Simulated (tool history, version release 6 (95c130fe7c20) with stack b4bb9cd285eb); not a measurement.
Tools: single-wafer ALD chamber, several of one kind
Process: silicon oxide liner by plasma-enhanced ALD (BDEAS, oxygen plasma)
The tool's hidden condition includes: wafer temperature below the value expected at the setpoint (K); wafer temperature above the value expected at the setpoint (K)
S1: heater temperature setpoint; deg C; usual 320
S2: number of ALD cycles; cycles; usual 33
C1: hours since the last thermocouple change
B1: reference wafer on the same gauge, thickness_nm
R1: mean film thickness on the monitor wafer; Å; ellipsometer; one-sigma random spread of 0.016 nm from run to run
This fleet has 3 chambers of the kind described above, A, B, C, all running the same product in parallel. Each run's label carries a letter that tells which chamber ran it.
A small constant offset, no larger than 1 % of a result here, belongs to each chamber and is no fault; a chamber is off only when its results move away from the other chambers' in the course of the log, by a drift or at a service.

run	hour	S1	S2	C1	B1	R1
1B	5	320	33	224.5	3.2079	30.179
2A	9.9	320	33	550.1	3.2099	29.892
3C	14.2	320	33	2284.8	3.2046	29.819
4B	19.1	320	33	238.6	3.2122	30.205
5A	26.5	320	33	566.7	3.2123	30.335
6C	31.6	320	33	2302.2	3.2096	29.54
7B	39.2	320	33	258.7	3.2097	30.443
8A	44.8	320	33	585	3.2057	30.243
9C	50.7	320	33	2321.3	3.2097	29.7
10B	59.3	320	33	278.8	3.2112	29.997
11A	63.9	320	33	604.1	3.2129	30.027
12C	72.9	327	39	2343.5	3.2079	34.726
13B	82.1	327	39	301.6	3.211	34.978
14A	91	327	39	631.2	3.2099	34.999
15C	95.1	320	33	2365.7	3.2117	29.821
16B	102.9	320	33	322.4	3.2055	29.934
17C	108.1	320	33	2378.7	3.214	29.442
18A	115.2	320	33	655.4	3.2081	30
19A	119.2	320	33	659.4	3.2129	30.045
20C	128.1	320	33	2398.7	3.2089	29.819
21B	133.6	320	33	353.1	3.2106	30.285
22C	140.5	320	33	2411.1	3.2114	29.788
23B	147.1	320	33	366.6	3.209	29.864
24A	155.3	309	31	695.5	3.2103	28.708
25C	160	309	31	2430.6	3.2115	28.601
26B	168.6	309	31	388.1	3.209	28.768
27A	177.7	320	33	717.9	3.2087	30.13
28C	184.3	320	33	2454.9	3.2102	30.073
29A	188.4	320	33	728.6	3.2154	29.99
30B	196.4	320	33	415.9	3.212	30.279
31C	203.3	320	33	2473.9	3.2107	29.589
32A	212.4	320	33	752.6	3.2129	29.989
33B	220.2	327	29	439.7	3.2087	26.193
34B	227.6	327	29	447.1	3.2098	26.021

Has any chamber moved away from the others, gradually or after a service, or does the common gauge drift, or do the chambers differ only by their own small steady offsets? State the chamber and the most likely cause if one applies.

Nothing is wrong: each chamber keeps only its own small, steady offset and the gauge holds still.
